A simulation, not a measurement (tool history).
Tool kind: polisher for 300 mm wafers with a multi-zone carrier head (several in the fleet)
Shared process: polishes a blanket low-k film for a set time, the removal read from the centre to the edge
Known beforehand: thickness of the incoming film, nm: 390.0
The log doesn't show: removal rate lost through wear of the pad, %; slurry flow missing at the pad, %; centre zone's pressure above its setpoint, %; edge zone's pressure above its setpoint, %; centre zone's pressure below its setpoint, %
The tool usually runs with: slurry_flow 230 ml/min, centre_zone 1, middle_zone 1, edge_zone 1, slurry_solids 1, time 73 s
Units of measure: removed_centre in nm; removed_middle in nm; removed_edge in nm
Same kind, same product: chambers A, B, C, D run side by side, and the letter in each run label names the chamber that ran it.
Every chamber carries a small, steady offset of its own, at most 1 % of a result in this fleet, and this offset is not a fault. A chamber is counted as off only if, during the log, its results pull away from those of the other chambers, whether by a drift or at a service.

run,hour,slurry_flow,centre_zone,middle_zone,edge_zone,slurry_solids,time,wafers polished on this pad,hours since the slurry nozzle was cleaned,hours since the centre zone pressure was calibrated,hours since the edge zone pressure was calibrated,removed_centre,removed_middle,removed_edge
# hour 2: chamber D: worn pad replaced by a new one
1D,4.2,230,1,1,1,1,73,13,542.9,280.1,1010.1,50.887,51.234,51.82
2C,7.4,230,1,1,1,1,73,172,238.2,237.5,568.4,51.142,50.108,49.954
3B,10.2,230,1,1,1,1,73,1193,66.9,343.8,135,51.625,51.505,51.107
4A,13.4,230,1,1,1,1,73,260,323,888.9,94,52.126,52.429,50.932
5A,17.6,230,1,1,1,1,73,285,327.2,893.1,98.2,51.87,52.265,52.128
6B,21.2,230,1,1,1,1,73,1258,77.9,354.8,146,51.695,50.763,51.529
7C,23.7,230,1,1,1,1,73,269,254.5,253.8,584.7,51.97,50.248,51.349
8D,27.6,230,1,1,1,1,73,153,566.3,303.5,1033.5,51.065,51.337,51.007
9C,30.9,230,1,1,1,1,73,312,261.7,261,591.9,51.381,49.718,50.861
10B,33.2,230,1,1,1,1,73,1330,89.9,366.8,158,51.079,50.502,51.478
11A,35.2,230,1,1,1,1,73,390,344.8,910.7,115.8,51.606,51.847,50.215
12D,38.2,230,1,1,1,1,73,216,576.9,314.1,1044.1,51.108,51.806,51.331
13A,40.4,230,1,1,1,1,73,421,350,915.9,121,52.168,51.564,51.768
14C,44,230,1,1,1,1,73,390,274.8,274.1,605,50.618,49.851,50.664
15D,46.9,230,1,1,1,1,73,268,585.6,322.8,1052.8,50.539,51.758,51.124
# hour 48.7: chamber B: worn pad replaced by a new one
16B,49.2,230,1,1,1,1,73,3,105.9,382.8,174,51.025,50.495,51.932
17D,52,300,1,1,1,1,59,298,590.7,327.9,1057.9,42.643,43.741,42.792
18C,56,300,1,1,1,1,59,462,286.8,286.1,617,43.556,42.44,41.949
19A,58.8,300,1,1,1,1,59,531,368.4,934.3,139.4,43.463,43.284,42.925
20B,62.1,300,1,1,1,1,59,80,118.8,395.7,186.9,42.665,43.32,42.995
21B,64.2,230,1,1,1,1,73,92,120.9,397.8,189,51.168,50.94,51.762
22D,67.7,230,1,1,1,1,84,392,606.4,343.6,1073.6,59.022,60.279,58.274
23C,71.5,230,1,1,1,1,84,554,302.3,301.6,632.5,59.519,58.647,59.132
24A,73.5,230,1,1,1,1,84,619,383.1,949,154.1,58.966,58.671,58.58
# hour 75.3: chamber D: edge zone pressure recalibrated
25D,76,230,1,1,1,1,84,442,614.7,351.9,0.8,57.286,59.692,58.722
26B,78.5,230,1,1,1,1,73,178,135.2,412.1,203.3,52.265,52.139,51.81

Read the log: is a single chamber off, either drifting away or since a service, is the gauge that measures every chamber drifting, or is nothing wrong beyond small per-chamber offsets? Name any odd chamber and what most likely caused it.

Neither any chamber nor the gauge drifts; the chambers differ only by their own small, steady offsets.
